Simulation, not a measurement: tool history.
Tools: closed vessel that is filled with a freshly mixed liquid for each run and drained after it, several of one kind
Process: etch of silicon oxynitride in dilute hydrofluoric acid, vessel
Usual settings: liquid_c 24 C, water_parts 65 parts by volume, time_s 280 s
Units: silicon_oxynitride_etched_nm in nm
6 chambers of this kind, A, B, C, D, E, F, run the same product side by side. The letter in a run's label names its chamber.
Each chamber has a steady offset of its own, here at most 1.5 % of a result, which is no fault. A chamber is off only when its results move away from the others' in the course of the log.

| run | hour | liquid_c | water_parts | time_s | read-back film thickness of the silicon oxynitride reference wafer, read on the same gauge (nm) | silicon_oxynitride_etched_nm |
|---|---|---|---|---|---|---|
| 1E | 3.3 | 24 | 65 | 280 | 49.992 | 9.7097 |
| 2A | 9.7 | 24 | 65 | 280 | 50.001 | 9.5586 |
| 3D | 17.0 | 24 | 65 | 280 | 50.002 | 9.8569 |
| 4B | 22.2 | 24 | 65 | 280 | 49.998 | 9.5112 |
| 5F | 26.5 | 28 | 65 | 280 | 49.995 | 11.6360 |
| 6C | 31.2 | 28 | 65 | 280 | 50.014 | 11.5570 |
| 7D | 35.9 | 28 | 65 | 280 | 50.002 | 11.6940 |
| 8A | 40.7 | 28 | 65 | 280 | 49.998 | 11.6280 |
| 9B | 45.2 | 28 | 65 | 280 | 50.014 | 11.6940 |
| 10F | 48.5 | 28 | 65 | 280 | 50.016 | 11.6360 |
| 11C | 54.2 | 24 | 50 | 280 | 49.993 | 12.4280 |
| 12E | 59.2 | 24 | 50 | 280 | 49.996 | 12.7040 |
| 13D | 62.6 | 24 | 50 | 280 | 49.998 | 12.5340 |
| 14B | 66.4 | 24 | 50 | 280 | 50.012 | 12.7490 |
| 15C | 72.6 | 24 | 50 | 280 | 49.992 | 12.4860 |
| 16F | 78.1 | 24 | 50 | 280 | 49.989 | 12.7740 |
| 17A | 81.6 | 24 | 65 | 280 | 49.985 | 9.5139 |
| 18E | 86.0 | 24 | 65 | 280 | 50.001 | 9.7340 |
| 19D | 89.5 | 24 | 65 | 280 | 50.019 | 9.6339 |
| 20C | 94.3 | 24 | 65 | 280 | 49.994 | 9.4530 |
| 21A | 98.7 | 24 | 65 | 280 | 50.018 | 9.5804 |
|  | 104.3 | chamber E: thermometer replaced |
| 22B | 106.0 | 26 | 65 | 170 | 49.990 | 6.3604 |
| 23F | 109.8 | 26 | 65 | 170 | 50.013 | 6.4410 |
| 24E | 114.0 | 26 | 65 | 170 | 50.025 | 6.4430 |
| 25D | 118.8 | 26 | 65 | 170 | 50.008 | 6.4104 |
| 26E | 123.5 | 26 | 65 | 170 | 49.970 | 6.5789 |
| 27B | 128.4 | 26 | 65 | 170 | 50.008 | 6.4458 |
| 28A | 132.7 | 24 | 65 | 280 | 49.997 | 9.5136 |
| 29C | 137.2 | 24 | 65 | 280 | 49.991 | 9.5066 |
| 30F | 143.8 | 24 | 65 | 280 | 50.015 | 9.4985 |
|  | 143.9 | chamber F: hydrofluoric acid flow meter replaced |
| 31D | 150.6 | 24 | 65 | 280 | 50.001 | 9.2852 |
| 32F | 154.4 | 24 | 65 | 280 | 50.009 | 9.6284 |
| 33E | 157.9 | 24 | 65 | 280 | 50.008 | 9.6369 |
| 34B | 164.7 | 20 | 65 | 390 | 50.009 | 10.8670 |
| 35C | 171.2 | 20 | 65 | 390 | 49.981 | 10.7870 |
| 36A | 176.2 | 20 | 65 | 390 | 50.020 | 10.9420 |
| 37B | 180.0 | 20 | 65 | 390 | 49.999 | 10.8530 |
| 38F | 183.4 | 20 | 65 | 390 | 49.993 | 11.1180 |
| 39E | 188.2 | 20 | 65 | 390 | 50.002 | 11.0980 |
| 40A | 192.7 | 24 | 65 | 280 | 49.998 | 9.7554 |
| 41C | 198.1 | 24 | 65 | 280 | 50.008 | 9.4629 |
| 42D | 202.9 | 24 | 65 | 280 | 50.000 | 9.1806 |
| 43D | 209.0 | 24 | 65 | 280 | 50.015 | 9.0464 |
| 44B | 212.6 | 24 | 65 | 280 | 49.996 | 9.5803 |

Next, every chamber runs the same settings. What will each give?
| 45A | 218.0 | 24 | 65 | 280 |  | ? |
| 45B | 218.0 | 24 | 65 | 280 |  | ? |
| 45C | 218.0 | 24 | 65 | 280 |  | ? |
| 45D | 218.0 | 24 | 65 | 280 |  | ? |
| 45E | 218.0 | 24 | 65 | 280 |  | ? |
| 45F | 218.0 | 24 | 65 | 280 |  | ? |

| run | silicon_oxynitride_etched_nm |
|---|---|
| 45A | 9.5030 |
| 45B | 9.6368 |
| 45C | 9.6617 |
| 45D | 9.1093 |
| 45E | 9.7907 |
| 45F | 9.4796 |
